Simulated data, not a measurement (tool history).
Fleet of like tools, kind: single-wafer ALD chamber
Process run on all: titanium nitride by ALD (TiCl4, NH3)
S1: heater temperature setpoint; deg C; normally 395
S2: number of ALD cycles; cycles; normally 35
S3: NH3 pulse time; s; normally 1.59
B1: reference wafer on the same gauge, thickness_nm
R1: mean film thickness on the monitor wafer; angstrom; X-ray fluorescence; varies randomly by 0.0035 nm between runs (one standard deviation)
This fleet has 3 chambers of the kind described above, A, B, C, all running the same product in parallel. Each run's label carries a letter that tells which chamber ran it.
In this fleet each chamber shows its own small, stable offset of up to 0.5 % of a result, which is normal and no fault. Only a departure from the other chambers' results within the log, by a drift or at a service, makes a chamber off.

Run 1A, hour 4.8: usual settings; B1 0.81305. Result: R1 7.5340 angstrom.
Run 2C, hour 8.0: usual settings; B1 0.81324. Result: R1 7.6093 angstrom.
Run 3B, hour 11.7: usual settings; B1 0.81300. Result: R1 7.5975 angstrom.
Run 4A, hour 17.1: usual settings; B1 0.81148. Result: R1 7.5683 angstrom.
Run 5C, hour 22.8: usual settings; B1 0.81332. Result: R1 7.5707 angstrom.
Run 6B, hour 27.2: usual settings; B1 0.81360. Result: R1 7.5911 angstrom.
Run 7B, hour 31.5: usual settings; B1 0.81294. Result: R1 7.6314 angstrom.
Run 8C, hour 35.9: usual settings; B1 0.81357. Result: R1 7.5884 angstrom.
Run 9A, hour 41.9: usual settings; B1 0.81332. Result: R1 7.6393 angstrom.
Run 10C, hour 44.8: usual settings; B1 0.81201. Result: R1 7.5630 angstrom.
Run 11A, hour 49.9: usual settings; B1 0.81289. Result: R1 7.5368 angstrom.
Run 12B, hour 53.3: usual settings; B1 0.81330. Result: R1 7.6188 angstrom.
Run 13A, hour 59.2: usual settings; B1 0.81276. Result: R1 7.5667 angstrom.
Run 14B, hour 63.5: usual settings but S1 402 deg C, S3 1.86 s; B1 0.81277. Result: R1 7.7227 angstrom.
Run 15C, hour 68.8: usual settings but S1 402 deg C, S3 1.86 s; B1 0.81234. Result: R1 7.6640 angstrom.
Run 16A, hour 72.7: usual settings but S1 402 deg C, S3 1.86 s; B1 0.81249. Result: R1 7.7394 angstrom.
Run 17C, hour 76.6: usual settings but S2 32 cycles, S3 1.33 s; B1 0.81380. Result: R1 6.9300 angstrom.
Run 18B, hour 80.7: usual settings but S2 32 cycles, S3 1.33 s; B1 0.81290. Result: R1 6.9058 angstrom.
Run 19B, hour 85.5: usual settings but S2 32 cycles, S3 1.33 s; B1 0.81327. Result: R1 6.9069 angstrom.
Run 20A, hour 90.5: usual settings; B1 0.81249. Result: R1 7.5600 angstrom.
Run 21C, hour 93.4: usual settings but S3 1.00 s; B1 0.81260. Result: R1 7.4238 angstrom.
Run 22C, hour 98.6: usual settings but S3 1.00 s; B1 0.81291. Result: R1 7.4022 angstrom.
Run 23A, hour 103.5: usual settings but S3 1.00 s; B1 0.81285. Result: R1 7.4263 angstrom.

Next, all 3 chambers run the settings below, one line each with question marks for the results. What does each chamber give?
Run 24A, hour 107.8: usual settings. Result: R1 ?.
Run 24B, hour 107.8: usual settings. Result: R1 ?.
Run 24C, hour 107.8: usual settings. Result: R1 ?.

run      R1
24A  7.5835
24B  7.5911
24C  7.5741
